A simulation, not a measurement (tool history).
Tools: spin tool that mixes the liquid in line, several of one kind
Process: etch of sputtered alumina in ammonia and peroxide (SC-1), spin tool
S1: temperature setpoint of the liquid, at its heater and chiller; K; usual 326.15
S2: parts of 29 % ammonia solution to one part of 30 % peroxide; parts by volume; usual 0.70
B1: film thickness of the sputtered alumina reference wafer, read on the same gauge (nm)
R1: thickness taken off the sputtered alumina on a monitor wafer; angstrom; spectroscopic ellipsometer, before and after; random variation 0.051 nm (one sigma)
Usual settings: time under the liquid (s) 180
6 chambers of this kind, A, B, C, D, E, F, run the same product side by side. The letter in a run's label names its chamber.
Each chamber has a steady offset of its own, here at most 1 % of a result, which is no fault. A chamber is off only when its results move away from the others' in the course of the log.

{"run": "1F", "hour": 14.0, "S1": 326.15, "S2": 0.7, "time under the liquid (s)": 180, "B1": 80.007, "R1": 68.498}
{"run": "2C", "hour": 23.6, "S1": 326.15, "S2": 0.7, "time under the liquid (s)": 180, "B1": 80.032, "R1": 68.049}
{"run": "3B", "hour": 34.5, "S1": 326.15, "S2": 0.7, "time under the liquid (s)": 180, "B1": 80.023, "R1": 67.907}
{"run": "4E", "hour": 42.6, "S1": 326.15, "S2": 0.7, "time under the liquid (s)": 180, "B1": 80.01, "R1": 69.608}
{"run": "5A", "hour": 56.7, "S1": 326.15, "S2": 0.7, "time under the liquid (s)": 180, "B1": 79.987, "R1": 68.011}
{"run": "6D", "hour": 63.3, "S1": 326.15, "S2": 0.7, "time under the liquid (s)": 180, "B1": 79.995, "R1": 68.459}
{"hour": 75.1, "done": "chamber E: ammonia flow meter replaced"}
{"run": "7D", "hour": 77.3, "S1": 326.15, "S2": 0.7, "time under the liquid (s)": 180, "B1": 79.953, "R1": 68.433}
{"run": "8F", "hour": 87.8, "S1": 326.15, "S2": 0.7, "time under the liquid (s)": 180, "B1": 79.968, "R1": 68.984}
{"hour": 89.7, "done": "chamber D: ammonia flow meter replaced"}
{"run": "9C", "hour": 94.8, "S1": 326.15, "S2": 0.7, "time under the liquid (s)": 180, "B1": 79.988, "R1": 68.108}
{"run": "10A", "hour": 107.9, "S1": 326.15, "S2": 0.7, "time under the liquid (s)": 180, "B1": 80.01, "R1": 67.734}
{"run": "11B", "hour": 121.0, "S1": 326.15, "S2": 0.4, "time under the liquid (s)": 115, "B1": 79.991, "R1": 41.0}
{"hour": 121.9, "done": "chamber A: heated supply line repaired"}
{"run": "12E", "hour": 127.4, "S1": 326.15, "S2": 0.4, "time under the liquid (s)": 115, "B1": 80.008, "R1": 42.504}
{"run": "13E", "hour": 137.6, "S1": 326.15, "S2": 0.4, "time under the liquid (s)": 115, "B1": 79.974, "R1": 42.008}
{"hour": 139.9, "done": "chamber F: ammonia flow meter replaced"}
{"run": "14C", "hour": 148.8, "S1": 326.15, "S2": 0.4, "time under the liquid (s)": 115, "B1": 80.039, "R1": 41.249}
{"run": "15F", "hour": 158.1, "S1": 326.15, "S2": 0.4, "time under the liquid (s)": 115, "B1": 80.0, "R1": 41.48}
{"run": "16B", "hour": 165.4, "S1": 326.15, "S2": 0.4, "time under the liquid (s)": 115, "B1": 80.037, "R1": 41.361}
{"run": "17D", "hour": 172.0, "S1": 326.15, "S2": 0.7, "time under the liquid (s)": 180, "B1": 79.99, "R1": 67.834}
{"hour": 175.0, "done": "chamber C: ammonia flow meter replaced"}
{"run": "18A", "hour": 183.3, "S1": 326.15, "S2": 0.7, "time under the liquid (s)": 180, "B1": 79.98, "R1": 67.854}
{"run": "19B", "hour": 193.9, "S1": 326.15, "S2": 0.4, "time under the liquid (s)": 265, "B1": 79.983, "R1": 95.426}
{"run": "20E", "hour": 202.3, "S1": 326.15, "S2": 0.4, "time under the liquid (s)": 265, "B1": 80.025, "R1": 95.61}
{"hour": 212.6, "done": "chamber E: heated supply line repaired"}
{"run": "21F", "hour": 214.0, "S1": 326.15, "S2": 0.4, "time under the liquid (s)": 265, "B1": 79.972, "R1": 95.844}
{"run": "22A", "hour": 221.1, "S1": 326.15, "S2": 0.4, "time under the liquid (s)": 265, "B1": 80.013, "R1": 96.057}
{"hour": 224.5, "done": "chamber C: new drum of ammonia solution connected"}
{"run": "23C", "hour": 232.0, "S1": 326.15, "S2": 0.4, "time under the liquid (s)": 265, "B1": 80.031, "R1": 96.096}
{"run": "24D", "hour": 242.4, "S1": 326.15, "S2": 0.4, "time under the liquid (s)": 265, "B1": 80.005, "R1": 94.421}
{"run": "25D", "hour": 249.1, "S1": 326.15, "S2": 0.7, "time under the liquid (s)": 180, "B1": 79.991, "R1": 67.932}
{"hour": 249.7, "done": "chamber E: new drum of ammonia solution connected"}
{"run": "26B", "hour": 261.4, "S1": 326.15, "S2": 0.7, "time under the liquid (s)": 180, "B1": 80.006, "R1": 67.028}
{"run": "27F", "hour": 271.9, "S1": 326.15, "S2": 0.55, "time under the liquid (s)": 180, "B1": 79.967, "R1": 67.228}
{"hour": 275.6, "done": "chamber B: thermometer replaced"}
{"run": "28C", "hour": 280.9, "S1": 326.15, "S2": 0.55, "time under the liquid (s)": 180, "B1": 79.979, "R1": 67.636}
{"run": "29E", "hour": 292.6, "S1": 326.15, "S2": 0.55, "time under the liquid (s)": 180, "B1": 79.955, "R1": 67.194}
{"run": "30A", "hour": 303.3, "S1": 326.15, "S2": 0.55, "time under the liquid (s)": 180, "B1": 80.019, "R1": 66.179}
{"hour": 310.6, "done": "chamber A: ammonia flow meter replaced"}
{"run": "31D", "hour": 314.3, "S1": 326.15, "S2": 0.55, "time under the liquid (s)": 180, "B1": 80.03, "R1": 66.357}
{"run": "32E", "hour": 325.8, "S1": 326.15, "S2": 0.55, "time under the liquid (s)": 180, "B1": 79.967, "R1": 67.651}
{"run": "33A", "hour": 338.5, "S1": 326.15, "S2": 0.7, "time under the liquid (s)": 180, "B1": 80.006, "R1": 69.436}
{"run": "34B", "hour": 351.2, "S1": 326.15, "S2": 0.7, "time under the liquid (s)": 180, "B1": 80.019, "R1": 65.575}
{"run": "35F", "hour": 362.8, "S1": 326.15, "S2": 0.7, "time under the liquid (s)": 180, "B1": 79.988, "R1": 69.553}
{"run": "36C", "hour": 369.9, "S1": 326.15, "S2": 0.7, "time under the liquid (s)": 180, "B1": 80.0, "R1": 68.251}
{"hour": 371.4, "done": "chamber C: heated supply line repaired"}
{"run": "37B", "hour": 376.6, "S1": 326.15, "S2": 0.7, "time under the liquid (s)": 180, "B1": 80.047, "R1": 64.625}
{"run": "38C", "hour": 389.2, "S1": 326.15, "S2": 0.7, "time under the liquid (s)": 180, "B1": 79.988, "R1": 68.813}
{"run": "39F", "hour": 401.8, "S1": 326.15, "S2": 0.7, "time under the liquid (s)": 180, "B1": 80.004, "R1": 68.986}
{"run": "40A", "hour": 414.7, "S1": 326.15, "S2": 0.7, "time under the liquid (s)": 180, "B1": 79.991, "R1": 69.051}
{"run": "41D", "hour": 426.2, "S1": 326.15, "S2": 0.7, "time under the liquid (s)": 180, "B1": 80.008, "R1": 67.079}
{"run": "42E", "hour": 436.3, "S1": 321.15, "S2": 0.8, "time under the liquid (s)": 180, "B1": 79.968, "R1": 53.723}
{"run": "43F", "hour": 448.3, "S1": 321.15, "S2": 0.8, "time under the liquid (s)": 180, "B1": 79.998, "R1": 53.32}
{"run": "44B", "hour": 460.5, "S1": 321.15, "S2": 0.8, "time under the liquid (s)": 180, "B1": 79.999, "R1": 48.959}

What goes on in this fleet: one chamber off, a drifting gauge, or nothing beyond the chambers' own small offsets? Name the chamber and the cause, if any.

Chamber B drifts away from the others.
Cause: temperature lost on the way to the wafer (K) = 1.27.

Here are 4 candidates for chamber B's next run, each the usual settings with a change, their results left as question marks. Which one brings its results back in line with what the others give on the usual settings?
In line means no further than this from the other chambers' mean on the usual settings: R1 1.800 angstrom
{"run": "45B-1", "hour": 470.6, "S1": 326.15, "S2": 0.7, "time under the liquid (s)": 195, "R1": "?"}
{"run": "45B-2", "hour": 470.6, "S1": 326.15, "S2": 0.7, "time under the liquid (s)": 175, "R1": "?"}
{"run": "45B-3", "hour": 470.6, "S1": 325.65, "S2": 0.7, "time under the liquid (s)": 170, "R1": "?"}
{"run": "45B-4", "hour": 470.6, "S1": 326.15, "S2": 0.95, "time under the liquid (s)": 180, "R1": "?"}

The other chambers' mean on the usual settings: R1 68.499 angstrom
run=45B-1 R1=68.547
run=45B-2 R1=61.517
run=45B-3 R1=58.186
run=45B-4 R1=65.132
45B-1 brings the chamber back in line.

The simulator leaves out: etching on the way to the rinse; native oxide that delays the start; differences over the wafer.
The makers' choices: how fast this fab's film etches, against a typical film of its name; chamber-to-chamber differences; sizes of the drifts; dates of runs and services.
